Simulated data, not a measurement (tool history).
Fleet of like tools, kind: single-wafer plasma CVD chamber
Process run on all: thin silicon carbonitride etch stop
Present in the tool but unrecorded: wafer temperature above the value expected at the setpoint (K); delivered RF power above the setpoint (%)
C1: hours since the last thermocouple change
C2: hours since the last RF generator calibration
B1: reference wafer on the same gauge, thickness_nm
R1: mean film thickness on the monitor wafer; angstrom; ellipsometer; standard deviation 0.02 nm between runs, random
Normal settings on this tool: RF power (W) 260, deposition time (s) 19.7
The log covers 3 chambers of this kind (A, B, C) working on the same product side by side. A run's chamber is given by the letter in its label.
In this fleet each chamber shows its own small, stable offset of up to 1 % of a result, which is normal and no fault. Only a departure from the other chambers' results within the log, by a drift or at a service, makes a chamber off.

{"run": "1A", "hour": 9.6, "RF power (W)": 260, "deposition time (s)": 19.7, "C1": 800.1, "C2": 735.8, "B1": 12.603, "R1": 122.24}
{"run": "2B", "hour": 23.3, "RF power (W)": 260, "deposition time (s)": 19.7, "C1": 114.3, "C2": 945.9, "B1": 12.604, "R1": 121.3}
{"run": "3C", "hour": 32.1, "RF power (W)": 260, "deposition time (s)": 19.7, "C1": 1375.5, "C2": 2291.6, "B1": 12.61, "R1": 122.32}
{"run": "4A", "hour": 43.8, "RF power (W)": 260, "deposition time (s)": 19.7, "C1": 834.3, "C2": 770.0, "B1": 12.609, "R1": 122.25}
{"run": "5B", "hour": 53.9, "RF power (W)": 240, "deposition time (s)": 17.5, "C1": 144.9, "C2": 976.5, "B1": 12.614, "R1": 105.04}
{"run": "6C", "hour": 64.8, "RF power (W)": 240, "deposition time (s)": 17.5, "C1": 1408.2, "C2": 2324.3, "B1": 12.61, "R1": 106.32}
{"run": "7A", "hour": 77.9, "RF power (W)": 240, "deposition time (s)": 17.5, "C1": 868.4, "C2": 804.1, "B1": 12.613, "R1": 106.0}
{"run": "8C", "hour": 91.3, "RF power (W)": 260, "deposition time (s)": 16.8, "C1": 1434.7, "C2": 2350.8, "B1": 12.62, "R1": 104.28}
{"run": "9B", "hour": 99.8, "RF power (W)": 260, "deposition time (s)": 16.8, "C1": 190.8, "C2": 1022.4, "B1": 12.625, "R1": 103.42}
{"run": "10C", "hour": 112.5, "RF power (W)": 260, "deposition time (s)": 16.8, "C1": 1455.9, "C2": 2372.0, "B1": 12.62, "R1": 104.6}
{"run": "11B", "hour": 125.4, "RF power (W)": 260, "deposition time (s)": 19.7, "C1": 216.4, "C2": 1048.0, "B1": 12.631, "R1": 121.16}
{"run": "12A", "hour": 138.1, "RF power (W)": 260, "deposition time (s)": 23.3, "C1": 928.6, "C2": 864.3, "B1": 12.628, "R1": 144.83}
{"run": "13C", "hour": 144.6, "RF power (W)": 260, "deposition time (s)": 23.3, "C1": 1488.0, "C2": 2404.1, "B1": 12.632, "R1": 145.13}
{"run": "14B", "hour": 155.1, "RF power (W)": 260, "deposition time (s)": 23.3, "C1": 246.1, "C2": 1077.7, "B1": 12.633, "R1": 143.31}
{"run": "15A", "hour": 165.8, "RF power (W)": 260, "deposition time (s)": 19.7, "C1": 956.3, "C2": 892.0, "B1": 12.636, "R1": 122.41}
{"run": "16B", "hour": 174.4, "RF power (W)": 260, "deposition time (s)": 19.7, "C1": 265.4, "C2": 1097.0, "B1": 12.641, "R1": 121.41}
{"run": "17A", "hour": 186.7, "RF power (W)": 260, "deposition time (s)": 19.7, "C1": 977.2, "C2": 912.9, "B1": 12.646, "R1": 122.73}
{"run": "18C", "hour": 193.3, "RF power (W)": 260, "deposition time (s)": 19.7, "C1": 1536.7, "C2": 2452.8, "B1": 12.643, "R1": 122.84}
{"run": "19B", "hour": 207.7, "RF power (W)": 230, "deposition time (s)": 16.3, "C1": 298.7, "C2": 1130.3, "B1": 12.645, "R1": 96.811}
{"run": "20C", "hour": 221.9, "RF power (W)": 230, "deposition time (s)": 16.3, "C1": 1565.3, "C2": 2481.4, "B1": 12.655, "R1": 97.905}
{"run": "21A", "hour": 233.8, "RF power (W)": 230, "deposition time (s)": 16.3, "C1": 1024.3, "C2": 960.0, "B1": 12.648, "R1": 97.702}
{"run": "22A", "hour": 247.8, "RF power (W)": 295, "deposition time (s)": 16.5, "C1": 1038.3, "C2": 974.0, "B1": 12.654, "R1": 106.93}
{"run": "23C", "hour": 262.9, "RF power (W)": 295, "deposition time (s)": 16.5, "C1": 1606.3, "C2": 2522.4, "B1": 12.652, "R1": 107.04}
{"run": "24B", "hour": 275.0, "RF power (W)": 295, "deposition time (s)": 16.5, "C1": 366.0, "C2": 1197.6, "B1": 12.662, "R1": 106.1}
{"run": "25A", "hour": 284.5, "RF power (W)": 260, "deposition time (s)": 19.7, "C1": 1075.0, "C2": 1010.7, "B1": 12.668, "R1": 122.76}
{"run": "26C", "hour": 299.5, "RF power (W)": 260, "deposition time (s)": 19.7, "C1": 1642.9, "C2": 2559.0, "B1": 12.669, "R1": 122.9}
{"run": "27B", "hour": 306.1, "RF power (W)": 260, "deposition time (s)": 16.0, "C1": 397.1, "C2": 1228.7, "B1": 12.675, "R1": 98.87}
{"run": "28A", "hour": 320.3, "RF power (W)": 260, "deposition time (s)": 16.0, "C1": 1110.8, "C2": 1046.5, "B1": 12.671, "R1": 100.02}
{"run": "29C", "hour": 327.9, "RF power (W)": 260, "deposition time (s)": 16.0, "C1": 1671.3, "C2": 2587.4, "B1": 12.675, "R1": 99.909}
{"run": "30B", "hour": 342.3, "RF power (W)": 260, "deposition time (s)": 19.7, "C1": 433.3, "C2": 1264.9, "B1": 12.677, "R1": 121.96}
{"run": "31A", "hour": 355.4, "RF power (W)": 260, "deposition time (s)": 19.7, "C1": 1145.9, "C2": 1081.6, "B1": 12.682, "R1": 123.13}
{"run": "32B", "hour": 367.8, "RF power (W)": 260, "deposition time (s)": 19.7, "C1": 458.8, "C2": 1290.4, "B1": 12.68, "R1": 121.7}

Each of the 3 chambers runs these same settings next. Fill in every chamber's results:
{"run": "33A", "hour": 378.6, "RF power (W)": 225, "deposition time (s)": 19.7, "R1": "?"}
{"run": "33B", "hour": 378.6, "RF power (W)": 225, "deposition time (s)": 19.7, "R1": "?"}
{"run": "33C", "hour": 378.6, "RF power (W)": 225, "deposition time (s)": 19.7, "R1": "?"}

run=33A R1=117.900
run=33B R1=116.560
run=33C R1=118.100
